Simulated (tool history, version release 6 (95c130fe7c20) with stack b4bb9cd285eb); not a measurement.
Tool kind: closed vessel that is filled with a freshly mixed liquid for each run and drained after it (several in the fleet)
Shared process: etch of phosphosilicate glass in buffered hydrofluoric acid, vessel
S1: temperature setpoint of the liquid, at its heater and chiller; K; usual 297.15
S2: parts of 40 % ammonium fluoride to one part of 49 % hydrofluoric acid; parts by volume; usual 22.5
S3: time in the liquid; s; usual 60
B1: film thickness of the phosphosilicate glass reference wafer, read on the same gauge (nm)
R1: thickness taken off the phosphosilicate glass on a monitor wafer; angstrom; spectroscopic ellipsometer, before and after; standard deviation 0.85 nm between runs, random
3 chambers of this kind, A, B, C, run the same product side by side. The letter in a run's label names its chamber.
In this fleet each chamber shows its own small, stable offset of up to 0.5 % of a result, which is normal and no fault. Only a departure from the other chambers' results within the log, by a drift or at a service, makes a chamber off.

run   hour      S1    S2  S3      B1      R1
 1C    9.8  297.15  22.5  60  79.973    1329
 2A   17.5  297.15  22.5  60  80.007  1326.7
 3B   23.6  297.15  22.5  60  80.001  1321.3
 4C   31.7  297.15  22.5  60  80.012  1314.2
 5A   38.6  297.15  22.5  60  79.991  1322.2
 6B   44.6  297.15  22.5  60  80.006  1333.4
 7A   54.9  297.15  22.5  60  80.013  1336.2
 8C   65.8  297.15  22.5  60  79.984    1326
 9B   71.9  297.15  22.5  60  79.984  1317.3
10C   82.5  297.15  22.5  60  80.007  1338.8
11A     93  297.15  22.5  60  79.981  1351.7
12B   98.8  297.15  22.5  60      80  1319.4
13B  104.9  297.15  22.5  60  79.986  1327.8
14A  113.4  297.15  22.5  60   79.98    1366
15C  119.7  297.15  22.5  60  80.005  1317.8
16B  127.9  297.15  22.5  60  80.004    1327
17A  139.5  297.15  22.5  60  79.988  1370.8
18C  151.1  297.15  22.5  60  79.999  1330.1
19C  157.8  297.15  22.5  60  79.993  1333.3
20B  164.9  297.15  22.5  60  79.977  1311.5
21A  174.8  297.15  22.5  60  79.997    1386
22B  186.3  297.15  22.5  60  80.003  1315.8
23C  196.6  297.15  22.5  60  79.988  1327.4
24A  204.8  297.15  17.5  35  80.003  1018.4
25C    213  297.15  17.5  35  79.998   955.4
26B  222.9  297.15  17.5  35  80.008  951.94
     231.4  -- chamber C: hydrofluoric acid flow meter replaced
27A  233.5  297.15  22.5  60      80  1397.7
28C  244.6  297.15  22.5  60  79.998  1326.9
29A  254.9  297.15  22.5  60  79.971  1403.3

For the next run the whole fleet of 3 chambers uses the same settings. Give each chamber's results:
30A  263.4  297.15  20  60       ?
30B  263.4  297.15  20  60       ?
30C  263.4  297.15  20  60       ?

run      R1
30A  1557.8
30B  1426.3
30C  1435.6
